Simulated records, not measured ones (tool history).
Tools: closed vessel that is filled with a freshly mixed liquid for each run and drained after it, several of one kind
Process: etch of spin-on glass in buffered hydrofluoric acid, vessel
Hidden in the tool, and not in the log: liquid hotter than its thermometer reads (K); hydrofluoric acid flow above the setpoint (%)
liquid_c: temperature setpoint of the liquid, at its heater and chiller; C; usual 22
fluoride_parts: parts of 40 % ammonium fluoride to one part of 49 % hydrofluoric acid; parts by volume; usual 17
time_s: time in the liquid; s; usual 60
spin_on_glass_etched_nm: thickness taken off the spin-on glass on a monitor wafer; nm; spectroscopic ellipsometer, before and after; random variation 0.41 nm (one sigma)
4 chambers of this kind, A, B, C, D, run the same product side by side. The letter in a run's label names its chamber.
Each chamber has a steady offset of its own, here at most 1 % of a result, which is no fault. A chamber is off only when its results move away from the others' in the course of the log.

run   hour  liquid_c  fluoride_parts  time_s  hours since the thermometer was replaced  hours since the hydrofluoric acid flow meter was replaced  read-back film thickness of the spin-on glass reference wafer, read on the same gauge (nm)  spin_on_glass_etched_nm
 1B    9.8        22              17      60                                      34.5                                                      532.4                                                                                      129.96                   84.702
 2C   20.8        22              17      60                                     654.9                                                      301.8                                                                                      130.01                   83.995
 3D   35.1        22              17      60                                    1024.4                                                      858.0                                                                                      130.04                   84.506
 4A   45.6        22              17      60                                     338.0                                                      542.9                                                                                      130.00                   83.886
 5B   58.9        22              17      60                                      83.6                                                      581.5                                                                                      129.97                   85.124
 6A   68.0        22              17      60                                     360.4                                                      565.3                                                                                      130.04                   83.652
 7D   77.1        22              17      60                                    1066.4                                                      900.0                                                                                      130.02                   85.417
 8C   88.5        22              17      60                                     722.6                                                      369.5                                                                                      129.97                   83.665
 9A  103.7        19              17      60                                     396.1                                                      601.0                                                                                      130.00                   71.421
10C  118.5        19              17      60                                     752.6                                                      399.5                                                                                      130.01                   70.936
11B  128.4        19              17      60                                     153.1                                                      651.0                                                                                      129.98                   71.000
12D  140.1        19              17      60                                    1129.4                                                      963.0                                                                                      129.95                   71.360
13B  150.5        22              17      60                                     175.2                                                      673.1                                                                                      130.06                   84.094
14A  161.0        22              17      60                                     453.4                                                      658.3                                                                                      129.99                   84.762
15C  169.8        22              17      60                                     803.9                                                      450.8                                                                                      130.03                   83.865
16D  177.2        22              17      60                                    1166.5                                                     1000.1                                                                                      130.00                   85.657
17D  185.2        22              17      60                                    1174.5                                                     1008.1                                                                                      130.00                   84.432
18B  199.9        22              17      85                                     224.6                                                      722.5                                                                                      130.03                  119.170
19C  212.4        22              17      85                                     846.5                                                      493.4                                                                                      130.03                  119.800
20A  223.3        22              17      85                                     515.7                                                      720.6                                                                                      130.00                  120.620
     224.7  -- chamber D: hydrofluoric acid flow meter replaced
21C  236.1        22              17      85                                     870.2                                                      517.1                                                                                      129.97                  118.000
22A  244.9        22              17      60                                     537.3                                                      742.2                                                                                      130.00                   85.128
23B  257.6        22              17      60                                     282.3                                                      780.2                                                                                      129.99                   84.221
24D  270.6        22              17      60                                    1259.9                                                       46.0                                                                                      129.99                   84.386
25A  281.8        22              17      60                                     574.2                                                      779.1                                                                                      130.04                   86.159
26C  292.1        22              17      60                                     926.2                                                      573.1                                                                                      129.99                   84.157
27D  303.6        22              17      60                                    1292.9                                                       79.0                                                                                      130.00                   84.849

All 4 chambers run these settings next. Forecast each chamber's results:
28A  314.6        22              17      60                                                                                                                                                                                                                         ?
28B  314.6        22              17      60                                                                                                                                                                                                                         ?
28C  314.6        22              17      60                                                                                                                                                                                                                         ?
28D  314.6        22              17      60                                                                                                                                                                                                                         ?

run  spin_on_glass_etched_nm
28A                   86.766
28B                   84.259
28C                   84.287
28D                   85.302
